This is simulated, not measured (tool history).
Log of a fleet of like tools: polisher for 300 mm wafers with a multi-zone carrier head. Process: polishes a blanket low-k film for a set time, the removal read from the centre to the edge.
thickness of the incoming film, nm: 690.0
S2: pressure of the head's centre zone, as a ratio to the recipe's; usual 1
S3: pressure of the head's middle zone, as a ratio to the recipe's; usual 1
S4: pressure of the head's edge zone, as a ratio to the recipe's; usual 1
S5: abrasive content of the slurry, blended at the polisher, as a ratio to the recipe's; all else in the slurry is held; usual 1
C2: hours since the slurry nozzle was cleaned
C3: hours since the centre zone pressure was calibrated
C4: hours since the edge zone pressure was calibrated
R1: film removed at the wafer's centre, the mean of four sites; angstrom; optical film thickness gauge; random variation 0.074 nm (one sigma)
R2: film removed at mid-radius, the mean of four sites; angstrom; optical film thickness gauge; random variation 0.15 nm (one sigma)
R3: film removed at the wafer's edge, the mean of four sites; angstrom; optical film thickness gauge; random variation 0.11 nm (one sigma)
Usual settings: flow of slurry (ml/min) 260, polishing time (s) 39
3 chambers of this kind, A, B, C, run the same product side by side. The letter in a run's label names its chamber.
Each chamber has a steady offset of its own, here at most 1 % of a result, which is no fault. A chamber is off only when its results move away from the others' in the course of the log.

run 1B day=0.388 | flow_of_slurry_(ml/min)=260 S2=1 S3=1 S4=1 S5=1 polishing_time_(s)=39 | wafers_polished_on_this_pad=237 C2=415.9 C3=713.7 C4=61.5 | R1=114.07 R2=112.66 R3=113.8
run 2A day=0.825 | flow_of_slurry_(ml/min)=260 S2=1 S3=1 S4=1 S5=1 polishing_time_(s)=39 | wafers_polished_on_this_pad=841 C2=32.2 C3=935.1 C4=171.9 | R1=113.03 R2=115.16 R3=117.04
-- day=1.117 chamber A: worn pad replaced by a new one
run 3C day=1.283 | flow_of_slurry_(ml/min)=260 S2=1 S3=1 S4=1 S5=1 polishing_time_(s)=39 | wafers_polished_on_this_pad=848 C2=162.5 C3=152.3 C4=542.2 | R1=115.17 R2=114.84 R3=112.88
run 4B day=1.75 | flow_of_slurry_(ml/min)=260 S2=1 S3=1 S4=1 S5=1 polishing_time_(s)=39 | wafers_polished_on_this_pad=722 C2=448.6 C3=746.4 C4=94.2 | R1=114.27 R2=112.82 R3=112.99
run 5A day=1.992 | flow_of_slurry_(ml/min)=260 S2=1 S3=1 S4=1 S5=1 polishing_time_(s)=39 | wafers_polished_on_this_pad=313 C2=60.2 C3=963.1 C4=199.9 | R1=114.98 R2=112 R3=113.43
-- day=2.1 chamber B: worn pad replaced by a new one
run 6C day=2.388 | flow_of_slurry_(ml/min)=260 S2=1 S3=1 S4=1 S5=1 polishing_time_(s)=39 | wafers_polished_on_this_pad=1241 C2=189 C3=178.8 C4=568.7 | R1=114.83 R2=114.98 R3=114.17
-- day=2.779 chamber C: edge zone pressure recalibrated
run 7C day=2.788 | flow_of_slurry_(ml/min)=260 S2=1 S3=1 S4=1 S5=1 polishing_time_(s)=48 | wafers_polished_on_this_pad=1384 C2=198.6 C3=188.4 C4=0.3 | R1=141.31 R2=140.38 R3=141.14
-- day=3.242 chamber C: worn pad replaced by a new one
run 8A day=3.25 | flow_of_slurry_(ml/min)=260 S2=1 S3=1 S4=1 S5=1 polishing_time_(s)=48 | wafers_polished_on_this_pad=761 C2=90.4 C3=993.3 C4=230.1 | R1=140.03 R2=141.31 R3=141.87
run 9B day=3.562 | flow_of_slurry_(ml/min)=260 S2=1 S3=1 S4=1 S5=1 polishing_time_(s)=48 | wafers_polished_on_this_pad=521 C2=492.1 C3=789.9 C4=137.7 | R1=140.45 R2=138.58 R3=139.25
-- day=3.704 chamber A: worn pad replaced by a new one
run 10A day=3.854 | flow_of_slurry_(ml/min)=260 S2=1 S3=1 S4=1 S5=1 polishing_time_(s)=39 | wafers_polished_on_this_pad=54 C2=104.9 C3=1007.8 C4=244.6 | R1=113.6 R2=116.07 R3=113.87
run 11C day=4.192 | flow_of_slurry_(ml/min)=260 S2=1 S3=1 S4=1 S5=1 polishing_time_(s)=39 | wafers_polished_on_this_pad=339 C2=232.3 C3=222.1 C4=34 | R1=116.01 R2=114.53 R3=112.74
-- day=4.329 chamber B: worn pad replaced by a new one
run 12B day=4.671 | flow_of_slurry_(ml/min)=260 S2=1 S3=1 S4=1 S5=1 polishing_time_(s)=39 | wafers_polished_on_this_pad=122 C2=518.7 C3=816.5 C4=164.3 | R1=115.31 R2=113.03 R3=113.13
run 13B day=4.912 | flow_of_slurry_(ml/min)=260 S2=1 S3=1 S4=1 S5=1 polishing_time_(s)=39 | wafers_polished_on_this_pad=208 C2=524.5 C3=822.3 C4=170.1 | R1=113.93 R2=115.81 R3=112.97
-- day=5.304 chamber A: centre zone pressure recalibrated
run 14C day=5.412 | flow_of_slurry_(ml/min)=260 S2=1 S3=1 S4=1 S5=1 polishing_time_(s)=39 | wafers_polished_on_this_pad=774 C2=261.6 C3=251.4 C4=63.3 | R1=115.21 R2=112.66 R3=114.16
run 15A day=5.75 | flow_of_slurry_(ml/min)=260 S2=1 S3=1 S4=1 S5=1 polishing_time_(s)=39 | wafers_polished_on_this_pad=729 C2=150.4 C3=10.7 C4=290.1 | R1=113.9 R2=116.43 R3=115.54
-- day=5.8 chamber A: worn pad replaced by a new one
run 16C day=6.012 | flow_of_slurry_(ml/min)=260 S2=1 S3=1 S4=1 S5=1 polishing_time_(s)=39 | wafers_polished_on_this_pad=987 C2=276 C3=265.8 C4=77.7 | R1=115.24 R2=115.4 R3=113.87
-- day=6.029 chamber C: centre zone pressure recalibrated
run 17B day=6.321 | flow_of_slurry_(ml/min)=260 S2=1 S3=1 S4=1 S5=1 polishing_time_(s)=39 | wafers_polished_on_this_pad=710 C2=558.3 C3=856.1 C4=203.9 | R1=112.91 R2=109.97 R3=114.65
run 18A day=6.771 | flow_of_slurry_(ml/min)=260 S2=0.96 S3=1 S4=1 S5=1 polishing_time_(s)=48 | wafers_polished_on_this_pad=346 C2=174.9 C3=35.2 C4=314.6 | R1=134.11 R2=139.5 R3=140.81
-- day=6.979 chamber B: worn pad replaced by a new one
run 19C day=7.058 | flow_of_slurry_(ml/min)=260 S2=0.96 S3=1 S4=1 S5=1 polishing_time_(s)=48 | wafers_polished_on_this_pad=1360 C2=301.1 C3=24.7 C4=102.8 | R1=128.83 R2=142.73 R3=138.94
-- day=7.479 chamber C: worn pad replaced by a new one
run 20A day=7.567 | flow_of_slurry_(ml/min)=260 S2=0.96 S3=1 S4=1 S5=1 polishing_time_(s)=48 | wafers_polished_on_this_pad=629 C2=194 C3=54.3 C4=333.7 | R1=134.9 R2=140 R3=141.79
run 21B day=8.054 | flow_of_slurry_(ml/min)=260 S2=1 S3=1 S4=1 S5=1 polishing_time_(s)=39 | wafers_polished_on_this_pad=382 C2=599.9 C3=897.7 C4=245.5 | R1=114.76 R2=112.98 R3=111.93
-- day=8.167 chamber A: worn pad replaced by a new one
run 22A day=8.283 | flow_of_slurry_(ml/min)=260 S2=1 S3=1 S4=1 S5=1 polishing_time_(s)=39 | wafers_polished_on_this_pad=41 C2=211.2 C3=71.5 C4=350.9 | R1=114.46 R2=115.15 R3=114.91
run 23C day=8.779 | flow_of_slurry_(ml/min)=260 S2=1 S3=1 S4=1 S5=1 polishing_time_(s)=39 | wafers_polished_on_this_pad=464 C2=342.4 C3=66 C4=144.1 | R1=110.34 R2=113.67 R3=113.28
run 24B day=9.233 | flow_of_slurry_(ml/min)=260 S2=1 S3=1 S4=1 S5=1 polishing_time_(s)=39 | wafers_polished_on_this_pad=802 C2=628.2 C3=926 C4=273.8 | R1=113.49 R2=116.2 R3=112.96
-- day=9.558 chamber B: worn pad replaced by a new one
-- day=9.671 chamber B: slurry nozzle cleaned
run 25A day=9.746 | flow_of_slurry_(ml/min)=260 S2=1 S3=1 S4=1 S5=1 polishing_time_(s)=39 | wafers_polished_on_this_pad=562 C2=246.3 C3=106.6 C4=386 | R1=113.61 R2=113.69 R3=113.16
run 26B day=10.25 | flow_of_slurry_(ml/min)=260 S2=1 S3=1 S4=1 S5=1 polishing_time_(s)=39 | wafers_polished_on_this_pad=246 C2=13.9 C3=950.4 C4=298.2 | R1=114.29 R2=114.95 R3=113.84
run 27C day=10.575 | flow_of_slurry_(ml/min)=260 S2=1 S3=1 S4=1 S5=1 polishing_time_(s)=39 | wafers_polished_on_this_pad=1103 C2=385.5 C3=109.1 C4=187.2 | R1=109.86 R2=116.32 R3=112.27
-- day=10.588 chamber A: worn pad replaced by a new one
-- day=10.588 chamber A: edge zone pressure recalibrated
run 28C day=11.017 | flow_of_slurry_(ml/min)=260 S2=1 S3=1 S4=1 S5=1 polishing_time_(s)=39 | wafers_polished_on_this_pad=1260 C2=396.1 C3=119.7 C4=197.8 | R1=108.39 R2=113.11 R3=112.98
run 29B day=11.396 | flow_of_slurry_(ml/min)=260 S2=1 S3=1 S4=1 S5=1 polishing_time_(s)=39 | wafers_polished_on_this_pad=654 C2=41.4 C3=977.9 C4=325.7 | R1=113.18 R2=113.61 R3=113.73
-- day=11.533 chamber C: worn pad replaced by a new one
run 30A day=11.717 | flow_of_slurry_(ml/min)=260 S2=1 S3=1 S4=1 S5=1 polishing_time_(s)=39 | wafers_polished_on_this_pad=402 C2=293.6 C3=153.9 C4=27.2 | R1=114.87 R2=113.75 R3=112.6
run 31C day=12.012 | flow_of_slurry_(ml/min)=260 S2=1 S3=1 S4=1 S5=1 polishing_time_(s)=39 | wafers_polished_on_this_pad=171 C2=420 C3=143.6 C4=221.7 | R1=108.43 R2=111.33 R3=112.99

All 3 chambers run these settings next. Forecast each chamber's results:
run 32A day=12.392 | flow_of_slurry_(ml/min)=260 S2=0.9 S3=1 S4=1 S5=1 polishing_time_(s)=39 | R1=? R2=? R3=?
run 32B day=12.392 | flow_of_slurry_(ml/min)=260 S2=0.9 S3=1 S4=1 S5=1 polishing_time_(s)=39 | R1=? R2=? R3=?
run 32C day=12.392 | flow_of_slurry_(ml/min)=260 S2=0.9 S3=1 S4=1 S5=1 polishing_time_(s)=39 | R1=? R2=? R3=?

run=32A R1=101.3 R2=114.25 R3=113.85
run=32B R1=100.22 R2=115.8 R3=111.78
run=32C R1=97.526 R2=112.61 R3=111.62
